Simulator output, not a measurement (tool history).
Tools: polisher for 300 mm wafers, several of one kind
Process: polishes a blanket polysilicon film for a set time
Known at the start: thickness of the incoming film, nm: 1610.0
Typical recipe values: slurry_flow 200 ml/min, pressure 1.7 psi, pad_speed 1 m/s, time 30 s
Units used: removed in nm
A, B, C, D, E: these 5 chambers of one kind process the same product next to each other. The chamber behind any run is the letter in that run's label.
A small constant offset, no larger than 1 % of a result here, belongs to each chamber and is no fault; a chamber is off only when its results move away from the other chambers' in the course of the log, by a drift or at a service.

run,hour,slurry_flow,pressure,pad_speed,time,wafers polished on this pad,hours since the slurry nozzle was cleaned,hours since the head pressure was calibrated,removed
1D,6.7,200,1.7,1,30,383,71.3,430.8,128.590
# hour 16.4: chamber A: worn pad replaced by a new one
2B,18.1,200,1.7,1,30,482,111.0,202.5,129.260
3C,24.2,200,1.7,1,30,458,46.2,163.6,128.960
4A,37.0,200,1.7,1,30,254,384.8,561.0,132.170
# hour 46.4: chamber A: slurry nozzle cleaned
5E,46.6,140,2.0,1,30,1096,343.8,168.9,143.920
6E,52.8,140,2.0,1,30,1172,350.0,175.1,143.870
# hour 54.3: chamber E: worn pad replaced by a new one
# hour 59.6: chamber B: worn pad replaced by a new one
7A,62.5,140,2.0,1,30,568,16.2,586.5,144.140
# hour 66.5: chamber C: worn pad replaced by a new one
8B,72.0,140,2.0,1,30,153,164.9,256.4,144.020
# hour 74.9: chamber D: worn pad replaced by a new one
9C,79.8,140,2.0,1,30,164,101.8,219.2,143.840
10D,86.1,200,1.7,1,30,138,150.7,510.2,128.650
11A,95.1,200,1.7,1,30,969,48.8,619.1,130.460
# hour 99.2: chamber A: worn pad replaced by a new one
12E,107.4,200,1.7,1,30,655,404.6,229.7,129.680
13B,113.6,200,1.7,1,30,665,206.5,298.0,129.710
14C,120.5,200,1.3,1,37,665,142.5,259.9,121.520
15D,127.4,200,1.3,1,37,646,192.0,551.5,122.750
16D,139.2,200,1.3,1,37,792,203.8,563.3,123.950
# hour 142.8: chamber B: worn pad replaced by a new one
17C,148.8,200,1.3,1,37,1013,170.8,288.2,120.270
18E,156.1,200,1.3,1,37,1254,453.3,278.4,122.170
# hour 156.2: chamber D: worn pad replaced by a new one
# hour 160.0: chamber C: worn pad replaced by a new one
19B,163.5,175,1.7,1,21,255,256.4,347.9,87.758
# hour 164.2: chamber E: worn pad replaced by a new one
20A,171.1,175,1.7,1,21,886,124.8,695.1,91.597
# hour 181.3: chamber A: worn pad replaced by a new one
21C,181.7,175,1.7,1,21,267,203.7,321.1,86.533
# hour 187.7: chamber E: slurry nozzle cleaned
22A,189.1,175,1.7,1,21,97,142.8,713.1,88.128
23E,196.4,175,1.7,1,21,397,8.8,318.7,89.382
24B,205.2,200,1.7,1,30,768,298.1,389.6,126.810
25D,216.7,200,1.7,1,30,745,281.3,640.8,131.180
# hour 218.4: chamber C: head pressure recalibrated
26B,228.7,200,1.7,1,30,1058,321.6,413.1,129.740
27E,235.1,200,1.7,1,30,873,47.5,357.4,126.140
# hour 236.0: chamber D: worn pad replaced by a new one
# hour 236.9: chamber C: worn pad replaced by a new one
# hour 238.0: chamber D: head pressure recalibrated
# hour 238.7: chamber B: worn pad replaced by a new one
28C,243.9,200,1.7,1,30,86,265.9,25.5,128.460
29A,256.7,200,1.7,1,30,929,210.4,780.7,128.230
30D,266.3,200,1.7,1,30,373,330.9,28.3,115.700
# hour 270.0: chamber E: worn pad replaced by a new one
# hour 270.9: chamber A: worn pad replaced by a new one
31D,275.1,200,1.7,1,30,481,339.7,37.1,112.650
32C,285.5,200,1.7,1,30,599,307.5,67.1,126.930
33A,299.5,200,1.7,1,30,352,253.2,823.5,130.180
34B,308.3,200,1.7,1,30,857,401.2,492.7,126.040
# hour 313.3: chamber C: worn pad replaced by a new one
# hour 315.2: chamber D: worn pad replaced by a new one
35E,321.9,200,1.7,1,30,640,134.3,444.2,128.730
# hour 325.7: chamber B: worn pad replaced by a new one
36D,330.1,200,1.7,1,30,184,394.7,92.1,114.770
37C,337.8,200,1.7,1,30,302,359.8,119.4,133.550
38B,349.1,230,1.7,1,30,288,442.0,533.5,129.390
# hour 356.9: chamber E: worn pad replaced by a new one
# hour 357.1: chamber A: worn pad replaced by a new one
39E,358.9,230,1.7,1,30,25,171.3,481.2,130.650
40A,366.8,230,1.7,1,30,120,320.5,890.8,137.830

Next, all 5 chambers run the settings below, one line each with question marks for the results. What does each chamber give?
41A,376.8,200,1.7,1,24,,,,?
41B,376.8,200,1.7,1,24,,,,?
41C,376.8,200,1.7,1,24,,,,?
41D,376.8,200,1.7,1,24,,,,?
41E,376.8,200,1.7,1,24,,,,?

run,removed
41A,105.630
41B,104.840
41C,105.200
41D,93.717
41E,101.450
